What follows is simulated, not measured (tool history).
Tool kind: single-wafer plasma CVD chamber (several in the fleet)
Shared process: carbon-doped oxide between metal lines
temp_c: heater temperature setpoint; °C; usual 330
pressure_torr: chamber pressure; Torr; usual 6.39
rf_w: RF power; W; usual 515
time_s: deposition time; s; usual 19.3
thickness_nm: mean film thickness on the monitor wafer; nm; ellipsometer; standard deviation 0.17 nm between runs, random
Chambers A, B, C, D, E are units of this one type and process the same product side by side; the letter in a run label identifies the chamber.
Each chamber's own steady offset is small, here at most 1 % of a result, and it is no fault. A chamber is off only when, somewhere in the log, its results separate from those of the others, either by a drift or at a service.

run	hour	temp_c	pressure_torr	rf_w	time_s	read-back reference wafer on the same gauge, thickness_nm	thickness_nm
1B	7.7	330	6.39	515	19.3	113.05	111.64
2E	21.2	330	6.39	515	19.3	113.08	111.56
3A	36.1	330	6.39	515	19.3	113.13	110.32
4C	43.8	330	6.39	515	19.3	113.09	112.36
# hour 47.5: chamber B: RF generator calibrated
5D	53.1	330	6.39	515	19.3	113.19	110.8
# hour 60.6: chamber D: RF generator calibrated
6D	61.3	330	6.39	515	19.3	113.16	111.35
7C	72.2	330	6.39	515	19.3	113.16	112.16
8A	83.6	330	6.39	515	19.3	113.16	110.45
9E	91.7	330	6.39	515	19.3	113.17	111.68
10B	105.8	330	6.39	515	19.3	113.19	111.63
# hour 116.2: chamber B: capacitance manometer re-zeroed and calibrated
11B	120.5	330	6.39	515	19.3	113.26	111.87
12C	132.9	330	6.39	515	19.3	113.28	112.08
13E	145.2	337	4.98	515	19.3	113.3	106.01
14A	154.3	337	4.98	515	19.3	113.34	104.88
15D	162.2	337	4.98	515	19.3	113.34	105.65
16C	172.4	337	4.98	515	19.3	113.34	106.74
17D	180.2	337	4.98	515	19.3	113.38	105.88
18B	191.2	330	6.39	515	19.3	113.4	111.8
19E	198.6	330	6.39	515	19.3	113.47	111.81
20A	206.2	330	6.39	515	19.3	113.45	110.65
# hour 210.2: chamber E: capacitance manometer re-zeroed and calibrated
21A	219.5	340	6.39	515	19.3	113.46	107.02
22B	226	340	6.39	515	19.3	113.48	108.58
23D	233.8	340	6.39	515	19.3	113.51	108.06
24E	248.7	340	6.39	515	19.3	113.53	108.19
25C	258.5	340	6.39	515	19.3	113.59	108.82
26B	266.9	330	6.39	515	19.3	113.53	112.08
27E	280.1	330	6.39	470	19.3	113.57	105.76
28A	294.1	330	6.39	470	19.3	113.6	104.83
29D	301.3	330	6.39	470	19.3	113.64	105.59
30C	308.3	330	6.39	470	19.3	113.62	106.24
31E	322.6	330	6.39	470	19.3	113.65	106.05
32A	330.2	330	6.39	515	19.3	113.7	111.24
33D	337.8	330	5.46	515	19.3	113.7	110.04

Is one chamber out of step, is the gauge drifting, or do the chambers differ by no more than their own small offsets? For an off chamber, give its letter and the likeliest cause.

No chamber is off; the gauge reading every chamber's wafers drifts, which makes the whole fleet appear to move together.
What lies behind it: gauge reads high (%) = 0.647.

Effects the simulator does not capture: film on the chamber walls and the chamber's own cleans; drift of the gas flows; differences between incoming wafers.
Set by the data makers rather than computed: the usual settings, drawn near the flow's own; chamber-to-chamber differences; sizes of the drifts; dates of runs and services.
